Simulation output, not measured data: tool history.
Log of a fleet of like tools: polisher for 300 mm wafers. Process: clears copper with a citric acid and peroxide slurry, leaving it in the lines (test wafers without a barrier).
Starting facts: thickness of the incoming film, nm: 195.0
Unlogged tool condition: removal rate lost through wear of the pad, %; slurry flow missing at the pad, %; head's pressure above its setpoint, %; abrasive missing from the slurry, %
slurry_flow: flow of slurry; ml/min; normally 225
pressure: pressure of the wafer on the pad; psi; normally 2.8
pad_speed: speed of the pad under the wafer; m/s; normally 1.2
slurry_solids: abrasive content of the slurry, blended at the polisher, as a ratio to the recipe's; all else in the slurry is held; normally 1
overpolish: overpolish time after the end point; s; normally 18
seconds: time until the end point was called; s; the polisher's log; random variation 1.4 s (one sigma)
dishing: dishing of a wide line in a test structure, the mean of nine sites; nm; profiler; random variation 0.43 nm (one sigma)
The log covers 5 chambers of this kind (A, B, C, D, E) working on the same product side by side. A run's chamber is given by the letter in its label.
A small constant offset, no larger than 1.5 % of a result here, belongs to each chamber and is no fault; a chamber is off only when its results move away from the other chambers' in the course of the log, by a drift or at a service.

run,day,slurry_flow,pressure,pad_speed,slurry_solids,overpolish,wafers polished on this pad,hours since the slurry nozzle was cleaned,hours since the head pressure was calibrated,hours since the slurry blender was calibrated,seconds,dishing
# day 0.167: chamber C: slurry blender recalibrated
1B,0.192,225,2.8,1.2,1,18,468,78.5,99.1,40.6,84.371,23.525
2D,0.462,225,2.8,1.2,1,18,544,456.8,227.1,106.0,80.715,23.720
# day 0.592: chamber E: slurry blender recalibrated
# day 0.650: chamber A: worn pad replaced by a new one
3C,0.650,225,2.8,1.2,1,18,467,413.3,754.8,11.7,81.524,24.498
4E,0.788,225,2.8,1.2,1,18,302,239.3,616.2,4.7,82.694,24.973
5A,1.100,225,2.8,1.2,1,18,70,467.9,1065.3,297.6,80.706,23.731
6E,1.292,225,2.8,1.2,1,18,381,251.4,628.3,16.8,84.875,24.708
7A,1.442,225,2.8,1.2,1,18,124,476.1,1073.5,305.8,80.685,24.875
8C,1.579,225,2.8,1.2,1,18,613,435.6,777.1,34.0,82.105,25.360
# day 1.742: chamber E: slurry nozzle cleaned
9B,1.867,225,2.8,1.2,1,18,731,118.7,139.3,80.8,84.880,24.424
10D,2.017,225,2.8,1.2,1,18,788,494.1,264.4,143.3,81.335,24.638
11A,2.212,225,2.8,1.2,1,18,245,494.6,1092.0,324.3,84.207,25.051
12B,2.504,225,3.7,1.2,1,18,832,134.0,154.6,96.1,63.705,29.837
13D,2.762,225,3.7,1.2,1,18,905,512.0,282.3,161.2,62.250,29.674
# day 2.867: chamber E: worn pad replaced by a new one
14E,2.979,225,3.7,1.2,1,18,18,29.8,668.8,57.3,65.598,29.125
15C,3.279,225,3.7,1.2,1,18,880,476.4,817.9,74.8,61.601,29.834
16C,3.533,225,3.7,1.2,1,18,920,482.5,824.0,80.9,62.127,29.432
17A,3.825,225,2.8,1.2,1,18,498,533.3,1130.7,363.0,84.613,24.711
# day 3.846: chamber D: slurry blender recalibrated
18D,4.042,225,2.8,1.2,1,18,1106,542.7,313.0,4.7,81.887,25.458
19B,4.329,225,2.8,1.2,1,18,1118,177.8,198.4,139.9,84.229,25.087
20E,4.483,225,2.8,1.2,1,18,254,65.9,704.9,93.4,84.268,24.778
21D,4.667,225,2.8,1.2,1,18,1204,557.7,328.0,19.7,82.489,25.191
22E,4.879,225,2.8,1.2,1,18,316,75.4,714.4,102.9,85.979,23.896
23B,5.117,225,2.8,1.2,1,18,1242,196.7,217.3,158.8,83.585,24.438
24A,5.333,225,2.8,1.2,1,18,735,569.5,1166.9,399.2,82.311,24.635
25C,5.625,225,2.8,1.2,1,18,1248,532.7,874.2,131.1,86.797,23.750
# day 5.800: chamber A: worn pad replaced by a new one
26E,5.921,225,2.8,1.2,1,13,480,100.4,739.4,127.9,81.864,18.967
# day 6.083: chamber B: worn pad replaced by a new one
27B,6.092,225,2.8,1.2,1,13,1,220.1,240.7,182.2,84.024,18.872
28D,6.242,225,2.8,1.2,1,13,1452,595.5,365.8,57.5,82.332,19.096
29C,6.408,225,2.8,1.2,1,13,1371,551.5,893.0,149.9,86.961,18.475
# day 6.471: chamber A: slurry blender recalibrated
30A,6.554,225,2.8,1.2,1,13,118,598.8,1196.2,2.1,84.143,19.312
# day 6.583: chamber E: worn pad replaced by a new one
31C,6.871,225,2.8,1.2,1,18,1444,562.6,904.1,161.0,87.643,23.693
32D,7.046,225,2.8,1.2,1,18,1578,614.8,385.1,76.8,80.891,24.104
# day 7.054: chamber D: worn pad replaced by a new one
33A,7.275,225,2.8,1.2,1,18,231,616.1,1213.5,19.4,81.478,23.941
34E,7.558,225,2.8,1.2,1,18,153,139.7,778.7,167.2,84.049,24.034
35B,7.712,225,2.8,1.2,1,18,255,259.0,279.6,221.1,83.852,25.037
# day 7.896: chamber B: head pressure recalibrated
36D,7.954,225,2.8,1.2,1,18,141,636.6,406.9,98.6,83.224,23.621
37B,8.275,225,2.8,1.2,1,18,344,272.5,9.2,234.6,86.124,23.412
38A,8.483,225,2.8,1.2,1,18,421,645.1,1242.5,48.4,81.007,24.754
39E,8.621,225,2.8,1.2,1,18,320,165.2,804.2,192.7,84.335,23.891

For the next run the whole fleet of 5 chambers uses the same settings. Give each chamber's results:
40A,8.854,225,2.8,1.2,1,18,,,,,?,?
40B,8.854,225,2.8,1.2,1,18,,,,,?,?
40C,8.854,225,2.8,1.2,1,18,,,,,?,?
40D,8.854,225,2.8,1.2,1,18,,,,,?,?
40E,8.854,225,2.8,1.2,1,18,,,,,?,?

run,seconds,dishing
40A,84.421,24.394
40B,84.442,24.338
40C,93.063,23.207
40D,85.364,23.711
40E,84.659,24.887
